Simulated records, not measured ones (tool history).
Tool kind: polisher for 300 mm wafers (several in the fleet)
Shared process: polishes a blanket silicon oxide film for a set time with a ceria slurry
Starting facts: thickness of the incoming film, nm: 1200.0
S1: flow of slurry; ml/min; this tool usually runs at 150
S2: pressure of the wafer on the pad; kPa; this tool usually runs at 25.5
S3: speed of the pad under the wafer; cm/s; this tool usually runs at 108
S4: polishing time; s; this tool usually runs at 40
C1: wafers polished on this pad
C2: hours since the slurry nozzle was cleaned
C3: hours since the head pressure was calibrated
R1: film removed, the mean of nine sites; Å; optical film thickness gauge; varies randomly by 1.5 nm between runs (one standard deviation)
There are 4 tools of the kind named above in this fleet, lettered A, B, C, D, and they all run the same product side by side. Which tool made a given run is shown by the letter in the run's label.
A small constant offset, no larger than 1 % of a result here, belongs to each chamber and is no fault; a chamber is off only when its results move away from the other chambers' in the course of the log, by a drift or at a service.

run 1A hour=8.9 | S1=150 S2=25.5 S3=108 S4=40 | C1=157 C2=90.4 C3=1221.6 | R1=2021.2
run 2D hour=21.1 | S1=150 S2=25.5 S3=108 S4=40 | C1=561 C2=124.9 C3=42.5 | R1=2005.6
run 3B hour=34.3 | S1=150 S2=25.5 S3=108 S4=40 | C1=635 C2=718.7 C3=1023.5 | R1=2039.8
-- hour=39.3 chamber D: worn pad replaced by a new one
run 4C hour=45.1 | S1=150 S2=25.5 S3=108 S4=40 | C1=412 C2=164.8 C3=495.1 | R1=2019.9
-- hour=53.2 chamber A: head pressure recalibrated
run 5C hour=59.6 | S1=150 S2=25.5 S3=108 S4=40 | C1=528 C2=179.3 C3=509.6 | R1=2014.7
run 6A hour=69.3 | S1=150 S2=25.5 S3=108 S4=40 | C1=643 C2=150.8 C3=16.2 | R1=2046.7
-- hour=74.8 chamber C: worn pad replaced by a new one
run 7D hour=82.4 | S1=150 S2=25.5 S3=108 S4=40 | C1=347 C2=186.2 C3=103.8 | R1=2035.2
run 8B hour=90.6 | S1=150 S2=25.5 S3=108 S4=40 | C1=1088 C2=775.0 C3=1079.8 | R1=1991.7
run 9B hour=101.1 | S1=150 S2=25.5 S3=108 S4=40 | C1=1172 C2=785.5 C3=1090.3 | R1=2021.2
run 10D hour=111.4 | S1=150 S2=25.5 S3=108 S4=28 | C1=580 C2=215.2 C3=132.8 | R1=1400.2
-- hour=115.1 chamber D: worn pad replaced by a new one
-- hour=117.3 chamber B: worn pad replaced by a new one
run 11C hour=124.2 | S1=150 S2=25.5 S3=108 S4=28 | C1=398 C2=243.9 C3=574.2 | R1=1401.7
run 12A hour=132.3 | S1=150 S2=25.5 S3=108 S4=28 | C1=1150 C2=213.8 C3=79.2 | R1=1413.6
-- hour=133.3 chamber C: slurry nozzle cleaned
run 13D hour=139.6 | S1=150 S2=25.5 S3=108 S4=28 | C1=197 C2=243.4 C3=161.0 | R1=1431.9
-- hour=141.3 chamber A: worn pad replaced by a new one
run 14C hour=147.0 | S1=150 S2=25.5 S3=108 S4=40 | C1=581 C2=13.8 C3=597.0 | R1=2021.5
-- hour=148.3 chamber C: worn pad replaced by a new one
run 15B hour=155.0 | S1=150 S2=25.5 S3=108 S4=40 | C1=303 C2=839.4 C3=1144.2 | R1=2014.4
run 16A hour=166.8 | S1=150 S2=25.5 S3=108 S4=40 | C1=205 C2=248.3 C3=113.7 | R1=2022.1
-- hour=171.3 chamber C: head pressure recalibrated
run 17A hour=179.6 | S1=175 S2=25.5 S3=108 S4=40 | C1=308 C2=261.1 C3=126.5 | R1=2100.1
-- hour=188.9 chamber D: worn pad replaced by a new one
run 18B hour=189.5 | S1=175 S2=25.5 S3=108 S4=40 | C1=581 C2=873.9 C3=1178.7 | R1=2058.5
run 19C hour=200.9 | S1=175 S2=25.5 S3=108 S4=40 | C1=424 C2=67.7 C3=29.7 | R1=2040.7
-- hour=201.1 chamber B: head pressure recalibrated
-- hour=207.3 chamber B: slurry nozzle cleaned
run 20D hour=210.6 | S1=175 S2=25.5 S3=108 S4=40 | C1=174 C2=314.4 C3=232.0 | R1=2085.9
-- hour=214.4 chamber A: slurry nozzle cleaned
-- hour=218.4 chamber C: worn pad replaced by a new one
run 21D hour=219.0 | S1=150 S2=25.5 S3=108 S4=40 | C1=242 C2=322.8 C3=240.4 | R1=2030.3
run 22B hour=226.6 | S1=190 S2=25.5 S3=108 S4=40 | C1=879 C2=19.4 C3=25.6 | R1=2011.7
run 23A hour=238.9 | S1=190 S2=25.5 S3=108 S4=40 | C1=785 C2=24.5 C3=185.8 | R1=2140.0
run 24C hour=249.1 | S1=190 S2=25.5 S3=108 S4=40 | C1=247 C2=115.9 C3=77.9 | R1=2101.9
run 25D hour=263.6 | S1=190 S2=25.5 S3=108 S4=40 | C1=601 C2=367.4 C3=285.0 | R1=2083.6
-- hour=267.6 chamber D: worn pad replaced by a new one
-- hour=273.7 chamber B: worn pad replaced by a new one
run 26C hour=274.4 | S1=150 S2=25.5 S3=108 S4=40 | C1=450 C2=141.2 C3=103.2 | R1=1982.3
-- hour=280.5 chamber A: worn pad replaced by a new one
run 27A hour=285.1 | S1=150 S2=25.5 S3=108 S4=40 | C1=37 C2=70.7 C3=232.0 | R1=2071.7
-- hour=292.5 chamber C: worn pad replaced by a new one
run 28B hour=294.8 | S1=150 S2=25.5 S3=108 S4=40 | C1=170 C2=87.6 C3=93.8 | R1=1938.3
run 29B hour=302.7 | S1=150 S2=25.5 S3=108 S4=40 | C1=234 C2=95.5 C3=101.7 | R1=1918.7
run 30D hour=311.1 | S1=150 S2=25.5 S3=108 S4=40 | C1=350 C2=414.9 C3=332.5 | R1=2028.7
run 31A hour=318.4 | S1=150 S2=21.4 S3=108 S4=26 | C1=305 C2=104.0 C3=265.3 | R1=1103.6
run 32C hour=328.9 | S1=150 S2=21.4 S3=108 S4=26 | C1=293 C2=195.7 C3=157.7 | R1=1090.1
-- hour=336.2 chamber D: worn pad replaced by a new one
run 33C hour=337.3 | S1=150 S2=21.4 S3=108 S4=26 | C1=361 C2=204.1 C3=166.1 | R1=1109.4
run 34B hour=348.6 | S1=150 S2=21.4 S3=108 S4=26 | C1=603 C2=141.4 C3=147.6 | R1=1045.9
run 35D hour=360.3 | S1=150 S2=25.5 S3=108 S4=40 | C1=194 C2=464.1 C3=381.7 | R1=2023.2
run 36A hour=369.7 | S1=150 S2=25.5 S3=108 S4=40 | C1=718 C2=155.3 C3=316.6 | R1=2020.8
-- hour=371.5 chamber C: worn pad replaced by a new one
run 37A hour=376.8 | S1=150 S2=25.5 S3=90 S4=40 | C1=775 C2=162.4 C3=323.7 | R1=1722.7
run 38C hour=390.1 | S1=150 S2=25.5 S3=90 S4=40 | C1=150 C2=256.9 C3=218.9 | R1=1667.0

Decide between three cases: one chamber stands off from its peers, the gauge reading all wafers drifts, or nothing is wrong past each chamber's small offset. Where a chamber is off, say which and what most likely put it there.

A service on chamber B put it out of line with the rest.
Cause: head's pressure below its setpoint, % = 3.66.

Chamber B could run next with any of the 4 candidate recipes listed below; each alters the usual settings, and their results appear as question marks. Which one brings its results back in line with what the other chambers deliver on the usual settings?
In line here means within this much of the mean the other chambers give on the usual settings: R1 52.0 Å
run 39B-1 hour=400.6 | S1=150 S2=26.9 S3=112 S4=40 | R1=?
run 39B-2 hour=400.6 | S1=150 S2=25.5 S3=98 S4=40 | R1=?
run 39B-3 hour=400.6 | S1=150 S2=25.5 S3=108 S4=42 | R1=?
run 39B-4 hour=400.6 | S1=150 S2=25.5 S3=106 S4=39 | R1=?

Mean of the other chambers on the usual settings: R1 2026.4 Å
run=39B-1 R1=2106.4
run=39B-2 R1=1747.5
run=39B-3 R1=2023.0
run=39B-4 R1=1843.5
39B-3 is the one that brings the chamber's results back in line with the other chambers.
